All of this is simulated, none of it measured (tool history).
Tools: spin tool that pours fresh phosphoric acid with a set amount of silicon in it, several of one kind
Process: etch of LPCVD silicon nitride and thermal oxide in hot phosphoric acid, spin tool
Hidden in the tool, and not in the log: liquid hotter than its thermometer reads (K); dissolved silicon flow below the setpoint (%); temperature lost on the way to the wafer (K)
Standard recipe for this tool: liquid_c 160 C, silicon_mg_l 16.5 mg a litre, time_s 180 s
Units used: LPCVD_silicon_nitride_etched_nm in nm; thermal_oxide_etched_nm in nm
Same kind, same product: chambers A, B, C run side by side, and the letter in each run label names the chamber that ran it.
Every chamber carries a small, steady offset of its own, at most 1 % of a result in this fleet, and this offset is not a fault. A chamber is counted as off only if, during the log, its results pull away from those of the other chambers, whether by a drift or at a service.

run	hour	liquid_c	silicon_mg_l	time_s	hours since the thermometer was replaced	hours since the dissolved silicon flow meter was replaced	hours since the heated supply line was repaired	read-back film thickness of the LPCVD silicon nitride reference wafer, read on the same gauge (nm)	read-back film thickness of the thermal oxide reference wafer, read on the same gauge (nm)	LPCVD_silicon_nitride_etched_nm	thermal_oxide_etched_nm
1B	3.1	160	16.5	180	990.0	361.2	86.3	60.021	99.976	15.453	0.35717
2A	5.1	160	16.5	180	413.3	482.8	541.2	60.043	99.972	15.835	0.33686
3C	8.5	160	16.5	180	950.4	125.2	1261.4	59.970	100.010	15.577	0.31861
4B	10.9	160	16.5	180	997.8	369.0	94.1	60.026	100.030	15.603	0.31357
5C	14.5	160	16.5	180	956.4	131.2	1267.4	60.017	100.040	15.943	0.33341
6A	18.4	160	16.5	180	426.6	496.1	554.5	59.998	99.989	15.690	0.34302
7B	22.5	160	16.5	180	1009.4	380.6	105.7	59.976	100.010	15.550	0.31607
8C	25.5	160	16.5	180	967.4	142.2	1278.4	59.981	100.000	15.503	0.32384
9A	29.6	160	16.5	180	437.8	507.3	565.7	60.029	100.010	15.722	0.32298
10C	33.3	160	16.5	180	975.2	150.0	1286.2	59.966	99.997	15.825	0.35987
11A	36.7	160	16.5	180	444.9	514.4	572.8	60.016	100.000	15.599	0.36097
12B	38.6	160	11.5	180	1025.5	396.7	121.8	60.018	100.020	15.654	0.41031
13C	42.7	160	11.5	180	984.6	159.4	1295.6	60.002	100.020	15.633	0.40696
14B	45.2	160	11.5	180	1032.1	403.3	128.4	59.962	100.010	15.502	0.38376
15A	48.7	160	16.5	180	456.9	526.4	584.8	59.991	99.994	15.583	0.34020
16C	52.2	160	16.5	180	994.1	168.9	1305.1	60.000	99.979	15.419	0.32649
17B	54.2	160	16.5	180	1041.1	412.3	137.4	60.021	99.985	15.814	0.31991
18A	56.3	160	16.5	180	464.5	534.0	592.4	60.000	100.000	15.985	0.36992
19B	60.1	160	16.5	180	1047.0	418.2	143.3	59.996	99.985	15.779	0.32065
20A	63.0	160	10.5	180	471.2	540.7	599.1	60.026	100.010	15.723	0.37461
21C	67.3	160	10.5	180	1009.2	184.0	1320.2	59.981	100.020	15.138	0.37210
22A	71.1	160	10.5	180	479.3	548.8	607.2	60.004	100.030	15.573	0.42494
23B	74.5	160	16.5	180	1061.4	432.6	157.7	60.005	100.000	15.734	0.32674
24C	78.0	160	16.5	180	1019.9	194.7	1330.9	59.966	100.030	14.921	0.28423
25B	81.5	162	16.5	180	1068.4	439.6	164.7	59.960	100.010	16.923	0.36927
26A	83.7	162	16.5	180	491.9	561.4	619.8	59.962	99.977	16.929	0.33766
27C	86.4	162	16.5	180	1028.3	203.1	1339.3	59.994	100.000	15.509	0.34590
28A	90.7	160	16.5	180	498.9	568.4	626.8	59.988	99.975	15.814	0.35346
29C	93.1	160	16.5	180	1035.0	209.8	1346.0	59.995	100.010	14.479	0.28913
30B	96.6	160	16.5	180	1083.5	454.7	179.8	59.992	100.010	15.511	0.33623
31C	100.6	160	16.5	180	1042.5	217.3	1353.5	59.977	100.040	14.349	0.31134

Next, all 3 chambers run the settings below, one line each with question marks for the results. What does each chamber give?
32A	103.7	160	16.5	180						?	?
32B	103.7	160	16.5	180						?	?
32C	103.7	160	16.5	180						?	?

run	LPCVD_silicon_nitride_etched_nm	thermal_oxide_etched_nm
32A	15.794	0.32784
32B	15.715	0.31389
32C	14.329	0.31082
